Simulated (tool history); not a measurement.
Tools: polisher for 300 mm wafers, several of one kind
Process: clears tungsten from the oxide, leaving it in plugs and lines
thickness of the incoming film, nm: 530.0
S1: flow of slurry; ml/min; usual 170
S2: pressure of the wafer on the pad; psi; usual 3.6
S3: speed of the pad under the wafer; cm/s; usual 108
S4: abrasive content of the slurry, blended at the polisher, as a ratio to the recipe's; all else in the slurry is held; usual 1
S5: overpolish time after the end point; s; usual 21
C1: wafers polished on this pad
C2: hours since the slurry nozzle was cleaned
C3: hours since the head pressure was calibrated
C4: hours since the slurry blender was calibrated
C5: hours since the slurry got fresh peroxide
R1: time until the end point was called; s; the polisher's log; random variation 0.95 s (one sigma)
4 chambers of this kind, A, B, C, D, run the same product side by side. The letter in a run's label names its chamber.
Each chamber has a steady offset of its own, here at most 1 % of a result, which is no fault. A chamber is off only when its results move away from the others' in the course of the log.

run	hour	S1	S2	S3	S4	S5	C1	C2	C3	C4	C5	R1
1A	4.5	170	3.6	108	1	21	512	270.2	323.1	256.9	25.1	90.79
# hour 8.3: chamber D: worn pad replaced by a new one
# hour 8.9: chamber C: slurry tank refilled with fresh slurry and peroxide
2D	10.4	170	3.6	108	1	21	23	398.8	471.8	97.4	32.3	91.305
3B	17.1	170	3.6	108	1	21	890	150.6	117.4	75.4	36.1	92.614
# hour 23.2: chamber B: slurry tank refilled with fresh slurry and peroxide
# hour 24.2: chamber B: worn pad replaced by a new one
4C	24.8	170	3.6	108	1	21	780	70.7	160	184.3	15.9	90.081
5A	32.4	170	3.6	108	1	21	820	298.1	351	284.8	53	89.738
# hour 36.4: chamber C: worn pad replaced by a new one
6B	40.4	170	3.6	128	1	21	179	173.9	140.7	98.7	17.3	78.019
# hour 46: chamber A: worn pad replaced by a new one
7D	46.3	170	3.6	128	1	21	420	434.7	507.7	133.3	68.2	75.957
8C	50	170	3.6	128	1	21	150	95.9	185.2	209.5	41.1	76.325
# hour 51.4: chamber D: slurry tank refilled with fresh slurry and peroxide
# hour 56.1: chamber D: worn pad replaced by a new one
9B	56.4	170	3.6	128	1	21	357	189.9	156.7	114.7	33.3	76.896
# hour 59.8: chamber D: slurry blender recalibrated
10A	61.2	170	3.6	108	1	21	168	326.9	379.8	313.6	81.8	91.477
11C	66.1	170	3.6	108	1	21	328	112	201.3	225.6	57.2	89.453
# hour 67.9: chamber B: slurry nozzle cleaned
# hour 70.4: chamber C: slurry tank refilled with fresh slurry and peroxide
# hour 70.8: chamber B: slurry tank refilled with fresh slurry and peroxide
12D	72	170	2.6	108	1	10	176	460.4	533.4	12.2	20.6	125.42
13D	77.5	170	2.6	108	1	10	237	465.9	538.9	17.7	26.1	125.85
14C	81.7	170	2.6	108	1	10	501	127.6	216.9	241.2	11.3	125.1
15A	87	170	2.6	108	1	10	454	352.7	405.6	339.4	107.6	125.04
16B	90.9	170	3.6	108	1	21	738	23	191.2	149.2	20.1	91.717
17A	95.3	170	3.6	108	1	21	545	361	413.9	347.7	115.9	90.725
# hour 98.3: chamber B: slurry blender recalibrated
18B	99.3	170	3.6	108	1	21	831	31.4	199.6	1	28.5	90.739
19D	104.1	170	3.6	108	1	21	531	492.5	565.5	44.3	52.7	91.141
20C	110.3	170	3.6	108	1	21	818	156.2	245.5	269.8	39.9	88.805
# hour 110.8: chamber D: worn pad replaced by a new one
# hour 116.1: chamber B: slurry tank refilled with fresh slurry and peroxide
# hour 117.1: chamber A: worn pad replaced by a new one
21B	118.1	170	3.6	108	1	21	1039	50.2	218.4	19.8	2.1	91.551
# hour 118.2: chamber A: slurry tank refilled with fresh slurry and peroxide
# hour 118.7: chamber B: worn pad replaced by a new one
22A	122.1	170	3.6	108	1	21	55	387.8	440.7	374.5	4	93.276
23C	126	170	3.6	108	1	21	991	171.9	261.2	285.5	55.6	89.592
# hour 129.5: chamber C: slurry tank refilled with fresh slurry and peroxide
24D	131.7	170	3.6	108	1	21	231	520.1	593.1	71.9	80.3	89.52
# hour 132.8: chamber D: slurry tank refilled with fresh slurry and peroxide
25B	139.6	170	3.6	108	1	21	232	71.7	239.9	41.3	23.6	91.395
# hour 141.6: chamber C: worn pad replaced by a new one
26A	145.8	170	3.6	108	1	21	318	411.5	464.4	398.2	27.7	94.854
# hour 151.7: chamber C: slurry nozzle cleaned
27D	153	170	3.6	108	1	21	467	541.4	614.4	93.2	20.3	92.65
# hour 158.6: chamber B: slurry tank refilled with fresh slurry and peroxide
28C	160.9	170	3.6	108	1	21	214	9.2	296.1	320.4	31.4	88.946
# hour 162.7: chamber D: head pressure recalibrated
29B	164.9	170	3.6	108	1	21	512	97	265.2	66.6	6.4	91.466
# hour 169.3: chamber D: worn pad replaced by a new one
30D	172.2	170	3.6	108	1	21	32	560.6	9.5	112.4	39.5	92.406
# hour 173.8: chamber A: head pressure recalibrated
31C	177.6	170	3.6	108	1	21	399	25.9	312.8	337.1	48.1	90.073
# hour 180.1: chamber B: head pressure recalibrated
32A	183.2	170	3.6	108	1	21	731	448.9	9.5	435.6	65.1	95.331
33D	189.4	170	3.6	108	1	21	223	577.8	26.7	129.6	56.7	90.483
34B	194.4	170	2.4	108	1	15	838	126.5	14.3	96.1	35.9	135.74

What goes on in this fleet: one chamber off, a drifting gauge, or nothing beyond the chambers' own small offsets? Name the chamber and the cause, if any.

Chamber A drifts away from the others.
Cause: slurry flow missing at the pad, % = 35.
The log may not tell that from: abrasive missing from the slurry, %.

Here are 4 candidates for chamber A's next run, each the usual settings with a change, their results left as question marks. Which one brings its results back in line with what the others give on the usual settings?
In line means no further than this from the other chambers' mean on the usual settings: R1 3.3 s
35A-1	200.4	170	3.3	100	1	21						?
35A-2	200.4	165	3.3	108	1	21						?
35A-3	200.4	175	3.9	108	1	21						?
35A-4	200.4	175	3.9	116	1	21						?

The other chambers' mean on the usual settings: R1 90.744 s
run	R1
35A-1	115.87
35A-2	108.15
35A-3	90.416
35A-4	84.259
35A-3 brings the chamber back in line.

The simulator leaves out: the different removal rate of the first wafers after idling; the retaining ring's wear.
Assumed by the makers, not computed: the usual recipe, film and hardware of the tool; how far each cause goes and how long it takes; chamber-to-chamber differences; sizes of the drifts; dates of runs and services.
